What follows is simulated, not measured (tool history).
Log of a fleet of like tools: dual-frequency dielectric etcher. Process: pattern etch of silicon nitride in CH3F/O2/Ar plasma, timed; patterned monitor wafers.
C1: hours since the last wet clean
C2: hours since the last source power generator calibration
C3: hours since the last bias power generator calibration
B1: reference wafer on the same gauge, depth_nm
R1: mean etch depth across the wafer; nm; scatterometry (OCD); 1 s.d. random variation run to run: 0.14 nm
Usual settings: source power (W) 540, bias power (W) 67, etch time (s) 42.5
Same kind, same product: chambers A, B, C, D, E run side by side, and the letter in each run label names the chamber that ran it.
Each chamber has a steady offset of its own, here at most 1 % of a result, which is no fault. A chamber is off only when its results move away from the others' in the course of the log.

{"run": "1B", "hour": 6.1, "source power (W)": 540, "bias power (W)": 67, "etch time (s)": 42.5, "C1": 173.9, "C2": 1905.5, "C3": 1317.8, "B1": 26.509, "R1": 32.618}
{"run": "2C", "hour": 13.1, "source power (W)": 540, "bias power (W)": 67, "etch time (s)": 42.5, "C1": 74.5, "C2": 3480.9, "C3": 1406.7, "B1": 26.496, "R1": 32.254}
{"run": "3D", "hour": 26.2, "source power (W)": 540, "bias power (W)": 67, "etch time (s)": 42.5, "C1": 206.5, "C2": 673, "C3": 308, "B1": 26.519, "R1": 32.33}
{"run": "4A", "hour": 34.8, "source power (W)": 540, "bias power (W)": 67, "etch time (s)": 42.5, "C1": 442.6, "C2": 1767.1, "C3": 951.1, "B1": 26.468, "R1": 32.43}
{"run": "5E", "hour": 44.9, "source power (W)": 540, "bias power (W)": 59, "etch time (s)": 50, "C1": 348.3, "C2": 857.9, "C3": 3474.7, "B1": 26.513, "R1": 36.687}
{"run": "6D", "hour": 54.9, "source power (W)": 540, "bias power (W)": 59, "etch time (s)": 50, "C1": 235.2, "C2": 701.7, "C3": 336.7, "B1": 26.527, "R1": 36.521}
{"run": "7E", "hour": 63.7, "source power (W)": 540, "bias power (W)": 59, "etch time (s)": 50, "C1": 367.1, "C2": 876.7, "C3": 3493.5, "B1": 26.507, "R1": 36.909}
{"run": "8C", "hour": 75.8, "source power (W)": 540, "bias power (W)": 59, "etch time (s)": 50, "C1": 137.2, "C2": 3543.6, "C3": 1469.4, "B1": 26.471, "R1": 37.037}
{"run": "9A", "hour": 82.8, "source power (W)": 540, "bias power (W)": 59, "etch time (s)": 50, "C1": 490.6, "C2": 1815.1, "C3": 999.1, "B1": 26.511, "R1": 36.687}
{"run": "10B", "hour": 96.1, "source power (W)": 540, "bias power (W)": 67, "etch time (s)": 42.5, "C1": 263.9, "C2": 1995.5, "C3": 1407.8, "B1": 26.507, "R1": 32.379}
{"run": "11E", "hour": 107.7, "source power (W)": 610, "bias power (W)": 67, "etch time (s)": 32.5, "C1": 411.1, "C2": 920.7, "C3": 3537.5, "B1": 26.507, "R1": 26.174}
{"run": "12A", "hour": 117.8, "source power (W)": 610, "bias power (W)": 67, "etch time (s)": 32.5, "C1": 525.6, "C2": 1850.1, "C3": 1034.1, "B1": 26.502, "R1": 25.856}
{"hour": 128.2, "done": "chamber E: wet clean of the chamber"}
{"run": "13B", "hour": 128.6, "source power (W)": 610, "bias power (W)": 67, "etch time (s)": 32.5, "C1": 296.4, "C2": 2028, "C3": 1440.3, "B1": 26.503, "R1": 25.931}
{"hour": 131.9, "done": "chamber A: wet clean of the chamber"}
{"run": "14D", "hour": 138.6, "source power (W)": 610, "bias power (W)": 67, "etch time (s)": 32.5, "C1": 318.9, "C2": 785.4, "C3": 420.4, "B1": 26.468, "R1": 26.149}
{"run": "15C", "hour": 150.7, "source power (W)": 610, "bias power (W)": 67, "etch time (s)": 32.5, "C1": 212.1, "C2": 3618.5, "C3": 1544.3, "B1": 26.51, "R1": 26.058}
{"run": "16B", "hour": 161.8, "source power (W)": 540, "bias power (W)": 67, "etch time (s)": 42.5, "C1": 329.6, "C2": 2061.2, "C3": 1473.5, "B1": 26.509, "R1": 32.5}
{"run": "17A", "hour": 174.1, "source power (W)": 540, "bias power (W)": 67, "etch time (s)": 42.5, "C1": 42.3, "C2": 1906.4, "C3": 1090.4, "B1": 26.457, "R1": 32.416}
{"run": "18D", "hour": 184.0, "source power (W)": 540, "bias power (W)": 67, "etch time (s)": 42.5, "C1": 364.3, "C2": 830.8, "C3": 465.8, "B1": 26.491, "R1": 32.411}
{"run": "19E", "hour": 195.6, "source power (W)": 540, "bias power (W)": 67, "etch time (s)": 42.5, "C1": 67.4, "C2": 1008.6, "C3": 3625.4, "B1": 26.49, "R1": 31.381}
{"run": "20C", "hour": 206.5, "source power (W)": 540, "bias power (W)": 67, "etch time (s)": 42.5, "C1": 267.9, "C2": 3674.3, "C3": 1600.1, "B1": 26.497, "R1": 32.367}
{"run": "21D", "hour": 214.9, "source power (W)": 540, "bias power (W)": 67, "etch time (s)": 42.5, "C1": 395.2, "C2": 861.7, "C3": 496.7, "B1": 26.532, "R1": 32.505}
{"run": "22B", "hour": 227.9, "source power (W)": 540, "bias power (W)": 67, "etch time (s)": 42.5, "C1": 395.7, "C2": 2127.3, "C3": 1539.6, "B1": 26.506, "R1": 32.475}
{"hour": 232.1, "done": "chamber B: wet clean of the chamber"}
{"run": "23E", "hour": 238.1, "source power (W)": 540, "bias power (W)": 67, "etch time (s)": 42.5, "C1": 109.9, "C2": 1051.1, "C3": 3667.9, "B1": 26.513, "R1": 30.791}
{"run": "24C", "hour": 245.7, "source power (W)": 540, "bias power (W)": 67, "etch time (s)": 42.5, "C1": 307.1, "C2": 3713.5, "C3": 1639.3, "B1": 26.496, "R1": 32.335}
{"run": "25A", "hour": 253.5, "source power (W)": 540, "bias power (W)": 67, "etch time (s)": 42.5, "C1": 121.7, "C2": 1985.8, "C3": 1169.8, "B1": 26.464, "R1": 32.443}
{"run": "26B", "hour": 259.8, "source power (W)": 540, "bias power (W)": 67, "etch time (s)": 42.5, "C1": 27.8, "C2": 2159.2, "C3": 1571.5, "B1": 26.515, "R1": 32.347}
{"run": "27D", "hour": 269.4, "source power (W)": 540, "bias power (W)": 67, "etch time (s)": 42.5, "C1": 449.7, "C2": 916.2, "C3": 551.2, "B1": 26.498, "R1": 32.252}
{"hour": 273.5, "done": "chamber A: source power generator calibrated"}
{"run": "28E", "hour": 278.7, "source power (W)": 540, "bias power (W)": 67, "etch time (s)": 36, "C1": 150.5, "C2": 1091.7, "C3": 3708.5, "B1": 26.457, "R1": 26.367}
{"run": "29A", "hour": 291.3, "source power (W)": 540, "bias power (W)": 67, "etch time (s)": 36, "C1": 159.5, "C2": 17.9, "C3": 1207.6, "B1": 26.511, "R1": 27.353}
{"run": "30C", "hour": 302.3, "source power (W)": 540, "bias power (W)": 67, "etch time (s)": 36, "C1": 363.7, "C2": 3770.1, "C3": 1695.9, "B1": 26.508, "R1": 27.622}
{"hour": 311.4, "done": "chamber C: bias power generator calibrated"}
{"run": "31B", "hour": 312.9, "source power (W)": 540, "bias power (W)": 67, "etch time (s)": 36, "C1": 80.9, "C2": 2212.3, "C3": 1624.6, "B1": 26.522, "R1": 27.401}
{"run": "32E", "hour": 321.9, "source power (W)": 540, "bias power (W)": 67, "etch time (s)": 36, "C1": 193.7, "C2": 1134.9, "C3": 3751.7, "B1": 26.498, "R1": 26.265}
{"run": "33C", "hour": 334.7, "source power (W)": 540, "bias power (W)": 67, "etch time (s)": 42.5, "C1": 396.1, "C2": 3802.5, "C3": 23.3, "B1": 26.507, "R1": 32.442}
{"hour": 338.3, "done": "chamber D: wet clean of the chamber"}
{"run": "34D", "hour": 342.8, "source power (W)": 540, "bias power (W)": 67, "etch time (s)": 42.5, "C1": 4.5, "C2": 989.6, "C3": 624.6, "B1": 26.503, "R1": 32.356}
{"run": "35A", "hour": 355.6, "source power (W)": 620, "bias power (W)": 67, "etch time (s)": 48, "C1": 223.8, "C2": 82.2, "C3": 1271.9, "B1": 26.523, "R1": 38.733}

What goes on in this fleet: one chamber off, a drifting gauge, or nothing beyond the chambers' own small offsets? Name the chamber and the cause, if any.

A service left chamber E off against the others.
What lies behind it: etch rate under this chamber's usual, % = 4.89.

Here are 4 candidates for chamber E's next run, each the usual settings with a change, their results left as question marks. Which one brings its results back in line with what the others give on the usual settings?
In-line tolerance around the mean of the other chambers on the usual settings: R1 0.5 nm
{"run": "36E-1", "hour": 365.3, "source power (W)": 540, "bias power (W)": 68, "etch time (s)": 45.5, "R1": "?"}
{"run": "36E-2", "hour": 365.3, "source power (W)": 540, "bias power (W)": 67, "etch time (s)": 41, "R1": "?"}
{"run": "36E-3", "hour": 365.3, "source power (W)": 550, "bias power (W)": 68, "etch time (s)": 44, "R1": "?"}
{"run": "36E-4", "hour": 365.3, "source power (W)": 530, "bias power (W)": 67, "etch time (s)": 39.5, "R1": "?"}

The other chambers' mean on the usual settings: R1 32.471 nm
run=36E-1 R1=33.554
run=36E-2 R1=30.087
run=36E-3 R1=32.675
run=36E-4 R1=28.781
36E-3 is the one that brings the chamber's results back in line with the other chambers.
